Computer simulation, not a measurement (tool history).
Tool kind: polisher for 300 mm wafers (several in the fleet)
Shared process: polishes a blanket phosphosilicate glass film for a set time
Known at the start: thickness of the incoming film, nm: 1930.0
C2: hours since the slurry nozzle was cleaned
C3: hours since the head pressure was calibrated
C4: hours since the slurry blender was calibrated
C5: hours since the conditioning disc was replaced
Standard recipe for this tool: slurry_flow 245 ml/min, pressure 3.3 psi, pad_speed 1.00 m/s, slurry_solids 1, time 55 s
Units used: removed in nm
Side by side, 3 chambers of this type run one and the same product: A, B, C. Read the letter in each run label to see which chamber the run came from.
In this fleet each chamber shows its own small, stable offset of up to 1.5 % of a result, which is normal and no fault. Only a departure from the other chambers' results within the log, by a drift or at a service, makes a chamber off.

Run 1C, hour 4.6: usual settings; wafers polished on this pad 869; C2 58.4; C3 770.9; C4 93.0; C5 44.3. Result: removed 423.57 nm.
Run 2A, hour 9.7: usual settings; wafers polished on this pad 497; C2 220.4; C3 261.0; C4 87.1; C5 182.8. Result: removed 427.80 nm.
Run 3B, hour 15.3: usual settings; wafers polished on this pad 738; C2 349.3; C3 465.5; C4 97.1; C5 243.1. Result: removed 415.12 nm.
At hour 19.4: chamber C: worn pad replaced by a new one.
Run 4C, hour 20.1: usual settings; wafers polished on this pad 9; C2 73.9; C3 786.4; C4 108.5; C5 59.8. Result: removed 423.21 nm.
Run 5A, hour 23.8: usual settings; wafers polished on this pad 673; C2 234.5; C3 275.1; C4 101.2; C5 196.9. Result: removed 416.94 nm.
At hour 24.2: chamber B: worn pad replaced by a new one.
Run 6B, hour 27.6: usual settings; wafers polished on this pad 42; C2 361.6; C3 477.8; C4 109.4; C5 255.4. Result: removed 421.68 nm.
At hour 31.3: chamber C: slurry blender recalibrated.
Run 7C, hour 32.3: usual settings; wafers polished on this pad 162; C2 86.1; C3 798.6; C4 1.0; C5 72.0. Result: removed 429.11 nm.
Run 8A, hour 37.7: usual settings; wafers polished on this pad 847; C2 248.4; C3 289.0; C4 115.1; C5 210.8. Result: removed 421.19 nm.
Run 9B, hour 43.4: usual settings; wafers polished on this pad 239; C2 377.4; C3 493.6; C4 125.2; C5 271.2. Result: removed 434.30 nm.
At hour 44.6: chamber B: slurry nozzle cleaned.
Run 10C, hour 49.7: usual settings; wafers polished on this pad 379; C2 103.5; C3 816.0; C4 18.4; C5 89.4. Result: removed 422.88 nm.
Run 11B, hour 56.0: usual settings; wafers polished on this pad 396; C2 11.4; C3 506.2; C4 137.8; C5 283.8. Result: removed 411.11 nm.
At hour 56.7: chamber A: worn pad replaced by a new one.
Run 12A, hour 59.5: usual settings; wafers polished on this pad 35; C2 270.2; C3 310.8; C4 136.9; C5 232.6. Result: removed 427.13 nm.
Run 13A, hour 62.9: usual settings; wafers polished on this pad 78; C2 273.6; C3 314.2; C4 140.3; C5 236.0. Result: removed 434.30 nm.
Run 14C, hour 67.5: usual settings; wafers polished on this pad 601; C2 121.3; C3 833.8; C4 36.2; C5 107.2. Result: removed 424.65 nm.
Run 15B, hour 71.2: usual settings; wafers polished on this pad 586; C2 26.6; C3 521.4; C4 153.0; C5 299.0. Result: removed 417.96 nm.
At hour 73.7: chamber A: slurry blender recalibrated.
Run 16A, hour 75.6: usual settings; wafers polished on this pad 236; C2 286.3; C3 326.9; C4 1.9; C5 248.7. Result: removed 446.58 nm.
Run 17B, hour 79.2: usual settings; wafers polished on this pad 686; C2 34.6; C3 529.4; C4 161.0; C5 307.0. Result: removed 418.78 nm.
At hour 84.9: chamber B: slurry blender recalibrated.
Run 18C, hour 85.5: usual settings; wafers polished on this pad 826; C2 139.3; C3 851.8; C4 54.2; C5 125.2. Result: removed 430.88 nm.
At hour 87.0: chamber C: conditioning disc replaced and pad reconditioned.
Run 19C, hour 90.9: usual settings; wafers polished on this pad 893; C2 144.7; C3 857.2; C4 59.6; C5 4.0. Result: removed 428.83 nm.
Run 20A, hour 96.6: usual settings but slurry_flow 190 ml/min, pad_speed 1.18 m/s; wafers polished on this pad 498; C2 307.3; C3 347.9; C4 22.9; C5 269.7. Result: removed 498.94 nm.
At hour 97.3: chamber B: worn pad replaced by a new one.
Run 21B, hour 103.0: usual settings but slurry_flow 190 ml/min, pad_speed 1.18 m/s; wafers polished on this pad 72; C2 58.4; C3 553.2; C4 18.1; C5 330.8. Result: removed 473.92 nm.
At hour 106.6: chamber C: worn pad replaced by a new one.
Run 22B, hour 109.6: usual settings but slurry_flow 190 ml/min, pad_speed 1.18 m/s; wafers polished on this pad 154; C2 65.0; C3 559.8; C4 24.7; C5 337.4. Result: removed 466.24 nm.
Run 23A, hour 115.0: usual settings; wafers polished on this pad 728; C2 325.7; C3 366.3; C4 41.3; C5 288.1. Result: removed 434.07 nm.
Run 24C, hour 118.7: usual settings; wafers polished on this pad 151; C2 172.5; C3 885.0; C4 87.4; C5 31.8. Result: removed 430.49 nm.
Run 25A, hour 124.4: usual settings; wafers polished on this pad 845; C2 335.1; C3 375.7; C4 50.7; C5 297.5. Result: removed 433.99 nm.
Run 26B, hour 130.6: usual settings; wafers polished on this pad 416; C2 86.0; C3 580.8; C4 45.7; C5 358.4. Result: removed 419.20 nm.
Run 27C, hour 135.6: usual settings; wafers polished on this pad 362; C2 189.4; C3 901.9; C4 104.3; C5 48.7. Result: removed 427.50 nm.
At hour 136.0: chamber A: worn pad replaced by a new one.
Run 28C, hour 140.8: usual settings; wafers polished on this pad 427; C2 194.6; C3 907.1; C4 109.5; C5 53.9. Result: removed 429.93 nm.
At hour 142.7: chamber C: slurry blender recalibrated.
Run 29A, hour 145.1: usual settings; wafers polished on this pad 114; C2 355.8; C3 396.4; C4 71.4; C5 318.2. Result: removed 457.23 nm.
At hour 148.9: chamber B: head pressure recalibrated.
Run 30B, hour 150.8: usual settings; wafers polished on this pad 668; C2 106.2; C3 1.9; C4 65.9; C5 378.6. Result: removed 421.28 nm.
Run 31A, hour 155.5: usual settings; wafers polished on this pad 244; C2 366.2; C3 406.8; C4 81.8; C5 328.6. Result: removed 446.99 nm.
Run 32C, hour 161.9: usual settings; wafers polished on this pad 691; C2 215.7; C3 928.2; C4 19.2; C5 75.0. Result: removed 428.40 nm.
Run 33B, hour 167.6: usual settings but slurry_flow 290 ml/min, pressure 2.6 psi; wafers polished on this pad 878; C2 123.0; C3 18.7; C4 82.7; C5 395.4. Result: removed 335.53 nm.
At hour 171.3: chamber B: worn pad replaced by a new one.
Run 34C, hour 173.7: usual settings but slurry_flow 290 ml/min, pressure 2.6 psi; wafers polished on this pad 838; C2 227.5; C3 940.0; C4 31.0; C5 86.8. Result: removed 341.21 nm.
Run 35A, hour 178.3: usual settings but slurry_flow 290 ml/min, pressure 2.6 psi; wafers polished on this pad 528; C2 389.0; C3 429.6; C4 104.6; C5 351.4. Result: removed 361.19 nm.
Run 36B, hour 183.3: usual settings; wafers polished on this pad 150; C2 138.7; C3 34.4; C4 98.4; C5 411.1. Result: removed 429.93 nm.
At hour 187.3: chamber C: worn pad replaced by a new one.
Run 37A, hour 189.9: usual settings; wafers polished on this pad 673; C2 400.6; C3 441.2; C4 116.2; C5 363.0. Result: removed 478.42 nm.
At hour 195.3: chamber B: conditioning disc replaced and pad reconditioned.
Run 38C, hour 195.7: usual settings; wafers polished on this pad 106; C2 249.5; C3 962.0; C4 53.0; C5 108.8. Result: removed 420.85 nm.
Run 39B, hour 202.1: usual settings but pressure 2.6 psi; wafers polished on this pad 385; C2 157.5; C3 53.2; C4 117.2; C5 6.8. Result: removed 332.11 nm.

For the next run the whole fleet of 3 chambers uses the same settings. Give each chamber's results:
Run 40A, hour 207.4: usual settings. Result: removed ?.
Run 40B, hour 207.4: usual settings. Result: removed ?.
Run 40C, hour 207.4: usual settings. Result: removed ?.

run  removed
40A   475.50
40B   428.79
40C   428.07
